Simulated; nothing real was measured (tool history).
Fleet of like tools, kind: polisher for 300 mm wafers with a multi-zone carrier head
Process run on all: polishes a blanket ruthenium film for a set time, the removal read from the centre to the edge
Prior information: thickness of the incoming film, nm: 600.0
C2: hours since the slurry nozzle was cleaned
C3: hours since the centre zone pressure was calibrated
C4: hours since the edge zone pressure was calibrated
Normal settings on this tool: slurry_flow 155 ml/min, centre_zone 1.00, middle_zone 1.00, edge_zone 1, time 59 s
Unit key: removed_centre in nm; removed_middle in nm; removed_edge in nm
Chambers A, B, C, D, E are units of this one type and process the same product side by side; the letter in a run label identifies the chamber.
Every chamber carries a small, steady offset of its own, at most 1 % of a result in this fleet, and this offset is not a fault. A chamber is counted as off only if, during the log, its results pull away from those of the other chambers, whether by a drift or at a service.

run 1C hour=3.2 | slurry_flow=155 centre_zone=1.00 middle_zone=1.00 edge_zone=1 time=59 | wafers_polished_on_this_pad=59 C2=71.0 C3=654.7 C4=78.4 | removed_centre=82.029 removed_middle=83.154 removed_edge=82.278
-- hour=4.9 chamber E: worn pad replaced by a new one
run 2D hour=6.3 | slurry_flow=155 centre_zone=1.00 middle_zone=1.00 edge_zone=1 time=59 | wafers_polished_on_this_pad=324 C2=523.3 C3=962.2 C4=1444.2 | removed_centre=82.748 removed_middle=83.677 removed_edge=81.746
run 3A hour=11.1 | slurry_flow=155 centre_zone=1.00 middle_zone=1.00 edge_zone=1 time=59 | wafers_polished_on_this_pad=280 C2=370.6 C3=1162.5 C4=409.9 | removed_centre=82.293 removed_middle=84.140 removed_edge=82.122
-- hour=12.8 chamber B: worn pad replaced by a new one
run 4B hour=15.8 | slurry_flow=155 centre_zone=1.00 middle_zone=1.00 edge_zone=1 time=59 | wafers_polished_on_this_pad=37 C2=131.7 C3=39.8 C4=92.5 | removed_centre=83.708 removed_middle=82.015 removed_edge=83.197
run 5E hour=19.4 | slurry_flow=120 centre_zone=1.00 middle_zone=1.00 edge_zone=1 time=45 | wafers_polished_on_this_pad=176 C2=340.6 C3=424.4 C4=196.9 | removed_centre=60.218 removed_middle=59.898 removed_edge=61.798
run 6A hour=24.4 | slurry_flow=120 centre_zone=1.00 middle_zone=1.00 edge_zone=1 time=45 | wafers_polished_on_this_pad=442 C2=383.9 C3=1175.8 C4=423.2 | removed_centre=59.466 removed_middle=59.455 removed_edge=60.794
run 7D hour=29.0 | slurry_flow=120 centre_zone=1.00 middle_zone=1.00 edge_zone=1 time=45 | wafers_polished_on_this_pad=600 C2=546.0 C3=984.9 C4=1466.9 | removed_centre=60.063 removed_middle=59.711 removed_edge=60.053
-- hour=32.1 chamber D: worn pad replaced by a new one
run 8E hour=34.0 | slurry_flow=120 centre_zone=1.00 middle_zone=1.00 edge_zone=1 time=45 | wafers_polished_on_this_pad=353 C2=355.2 C3=439.0 C4=211.5 | removed_centre=59.412 removed_middle=60.272 removed_edge=61.295
run 9C hour=36.4 | slurry_flow=120 centre_zone=1.00 middle_zone=1.00 edge_zone=1 time=45 | wafers_polished_on_this_pad=462 C2=104.2 C3=687.9 C4=111.6 | removed_centre=59.111 removed_middle=60.004 removed_edge=60.774
run 10B hour=39.1 | slurry_flow=155 centre_zone=1.00 middle_zone=1.00 edge_zone=1 time=59 | wafers_polished_on_this_pad=320 C2=155.0 C3=63.1 C4=115.8 | removed_centre=83.700 removed_middle=83.356 removed_edge=83.100
run 11A hour=41.8 | slurry_flow=155 centre_zone=0.93 middle_zone=0.95 edge_zone=1 time=59 | wafers_polished_on_this_pad=653 C2=401.3 C3=1193.2 C4=440.6 | removed_centre=76.404 removed_middle=78.244 removed_edge=82.673
run 12D hour=45.5 | slurry_flow=155 centre_zone=0.93 middle_zone=0.95 edge_zone=1 time=59 | wafers_polished_on_this_pad=162 C2=562.5 C3=1001.4 C4=1483.4 | removed_centre=75.945 removed_middle=78.325 removed_edge=82.823
-- hour=46.6 chamber D: edge zone pressure recalibrated
run 13C hour=48.2 | slurry_flow=155 centre_zone=0.93 middle_zone=0.95 edge_zone=1 time=59 | wafers_polished_on_this_pad=605 C2=116.0 C3=699.7 C4=123.4 | removed_centre=76.185 removed_middle=78.252 removed_edge=83.582
run 14B hour=53.0 | slurry_flow=155 centre_zone=0.93 middle_zone=0.95 edge_zone=1 time=59 | wafers_polished_on_this_pad=488 C2=168.9 C3=77.0 C4=129.7 | removed_centre=77.406 removed_middle=79.918 removed_edge=84.113
-- hour=54.5 chamber B: worn pad replaced by a new one
run 15E hour=58.1 | slurry_flow=155 centre_zone=0.93 middle_zone=0.95 edge_zone=1 time=59 | wafers_polished_on_this_pad=646 C2=379.3 C3=463.1 C4=235.6 | removed_centre=76.708 removed_middle=79.713 removed_edge=82.824
run 16B hour=62.0 | slurry_flow=155 centre_zone=1.00 middle_zone=1.00 edge_zone=1 time=59 | wafers_polished_on_this_pad=91 C2=177.9 C3=86.0 C4=138.7 | removed_centre=82.155 removed_middle=83.359 removed_edge=84.822
run 17E hour=64.9 | slurry_flow=155 centre_zone=1.00 middle_zone=1.00 edge_zone=1 time=59 | wafers_polished_on_this_pad=728 C2=386.1 C3=469.9 C4=242.4 | removed_centre=83.875 removed_middle=82.953 removed_edge=83.600
-- hour=68.1 chamber A: worn pad replaced by a new one
run 18A hour=68.3 | slurry_flow=155 centre_zone=1.00 middle_zone=1.00 edge_zone=1 time=59 | wafers_polished_on_this_pad=3 C2=427.8 C3=1219.7 C4=467.1 | removed_centre=81.451 removed_middle=82.409 removed_edge=82.061
run 19C hour=72.8 | slurry_flow=155 centre_zone=1.00 middle_zone=1.00 edge_zone=1 time=59 | wafers_polished_on_this_pad=904 C2=140.6 C3=724.3 C4=148.0 | removed_centre=83.196 removed_middle=82.937 removed_edge=81.826
-- hour=74.4 chamber D: worn pad replaced by a new one
run 20D hour=76.4 | slurry_flow=155 centre_zone=1.00 middle_zone=1.00 edge_zone=1 time=59 | wafers_polished_on_this_pad=25 C2=593.4 C3=1032.3 C4=29.9 | removed_centre=83.373 removed_middle=83.506 removed_edge=82.365
run 21B hour=79.0 | slurry_flow=155 centre_zone=1.00 middle_zone=1.00 edge_zone=1 time=59 | wafers_polished_on_this_pad=298 C2=194.9 C3=103.0 C4=155.7 | removed_centre=82.887 removed_middle=82.423 removed_edge=82.516
-- hour=79.8 chamber E: worn pad replaced by a new one
run 22D hour=82.6 | slurry_flow=155 centre_zone=1.00 middle_zone=1.00 edge_zone=1 time=59 | wafers_polished_on_this_pad=100 C2=599.6 C3=1038.5 C4=36.1 | removed_centre=81.896 removed_middle=84.207 removed_edge=82.869
run 23E hour=85.0 | slurry_flow=130 centre_zone=1.00 middle_zone=1.00 edge_zone=1 time=59 | wafers_polished_on_this_pad=63 C2=406.2 C3=490.0 C4=262.5 | removed_centre=79.547 removed_middle=79.679 removed_edge=81.180
run 24C hour=89.6 | slurry_flow=130 centre_zone=1.00 middle_zone=1.00 edge_zone=1 time=59 | wafers_polished_on_this_pad=1107 C2=157.4 C3=741.1 C4=164.8 | removed_centre=78.766 removed_middle=80.159 removed_edge=80.567
run 25A hour=93.3 | slurry_flow=130 centre_zone=1.00 middle_zone=1.00 edge_zone=1 time=59 | wafers_polished_on_this_pad=306 C2=452.8 C3=1244.7 C4=492.1 | removed_centre=76.522 removed_middle=76.460 removed_edge=78.347
run 26E hour=96.4 | slurry_flow=130 centre_zone=1.00 middle_zone=1.00 edge_zone=1 time=59 | wafers_polished_on_this_pad=201 C2=417.6 C3=501.4 C4=273.9 | removed_centre=79.218 removed_middle=79.092 removed_edge=81.724
run 27D hour=98.7 | slurry_flow=130 centre_zone=1.00 middle_zone=1.00 edge_zone=1 time=59 | wafers_polished_on_this_pad=295 C2=615.7 C3=1054.6 C4=52.2 | removed_centre=79.485 removed_middle=80.603 removed_edge=80.473
-- hour=101.5 chamber B: worn pad replaced by a new one
run 28A hour=102.4 | slurry_flow=155 centre_zone=1.00 middle_zone=1.00 edge_zone=1 time=59 | wafers_polished_on_this_pad=417 C2=461.9 C3=1253.8 C4=501.2 | removed_centre=79.489 removed_middle=80.304 removed_edge=80.442
run 29C hour=104.9 | slurry_flow=155 centre_zone=1.00 middle_zone=1.00 edge_zone=1 time=59 | wafers_polished_on_this_pad=1293 C2=172.7 C3=756.4 C4=180.1 | removed_centre=83.040 removed_middle=82.041 removed_edge=83.116
run 30B hour=109.2 | slurry_flow=155 centre_zone=1.00 middle_zone=1.00 edge_zone=1 time=59 | wafers_polished_on_this_pad=94 C2=225.1 C3=133.2 C4=185.9 | removed_centre=83.295 removed_middle=81.653 removed_edge=83.866
run 31B hour=113.6 | slurry_flow=155 centre_zone=1.00 middle_zone=1.00 edge_zone=1 time=59 | wafers_polished_on_this_pad=147 C2=229.5 C3=137.6 C4=190.3 | removed_centre=83.348 removed_middle=83.170 removed_edge=83.290
run 32E hour=118.8 | slurry_flow=155 centre_zone=1.00 middle_zone=1.00 edge_zone=1 time=59 | wafers_polished_on_this_pad=473 C2=440.0 C3=523.8 C4=296.3 | removed_centre=82.738 removed_middle=83.432 removed_edge=82.862

The same settings go to every chamber for the next run, one line per chamber below. Forecast the results for each:
run 33A hour=122.6 | slurry_flow=155 centre_zone=1.00 middle_zone=1.00 edge_zone=1 time=48 | removed_centre=? removed_middle=? removed_edge=?
run 33B hour=122.6 | slurry_flow=155 centre_zone=1.00 middle_zone=1.00 edge_zone=1 time=48 | removed_centre=? removed_middle=? removed_edge=?
run 33C hour=122.6 | slurry_flow=155 centre_zone=1.00 middle_zone=1.00 edge_zone=1 time=48 | removed_centre=? removed_middle=? removed_edge=?
run 33D hour=122.6 | slurry_flow=155 centre_zone=1.00 middle_zone=1.00 edge_zone=1 time=48 | removed_centre=? removed_middle=? removed_edge=?
run 33E hour=122.6 | slurry_flow=155 centre_zone=1.00 middle_zone=1.00 edge_zone=1 time=48 | removed_centre=? removed_middle=? removed_edge=?

run=33A removed_centre=63.965 removed_middle=64.055 removed_edge=64.805
run=33B removed_centre=67.617 removed_middle=67.412 removed_edge=68.131
run=33C removed_centre=66.277 removed_middle=67.989 removed_edge=67.310
run=33D removed_centre=66.753 removed_middle=66.916 removed_edge=66.290
run=33E removed_centre=67.737 removed_middle=67.181 removed_edge=68.032

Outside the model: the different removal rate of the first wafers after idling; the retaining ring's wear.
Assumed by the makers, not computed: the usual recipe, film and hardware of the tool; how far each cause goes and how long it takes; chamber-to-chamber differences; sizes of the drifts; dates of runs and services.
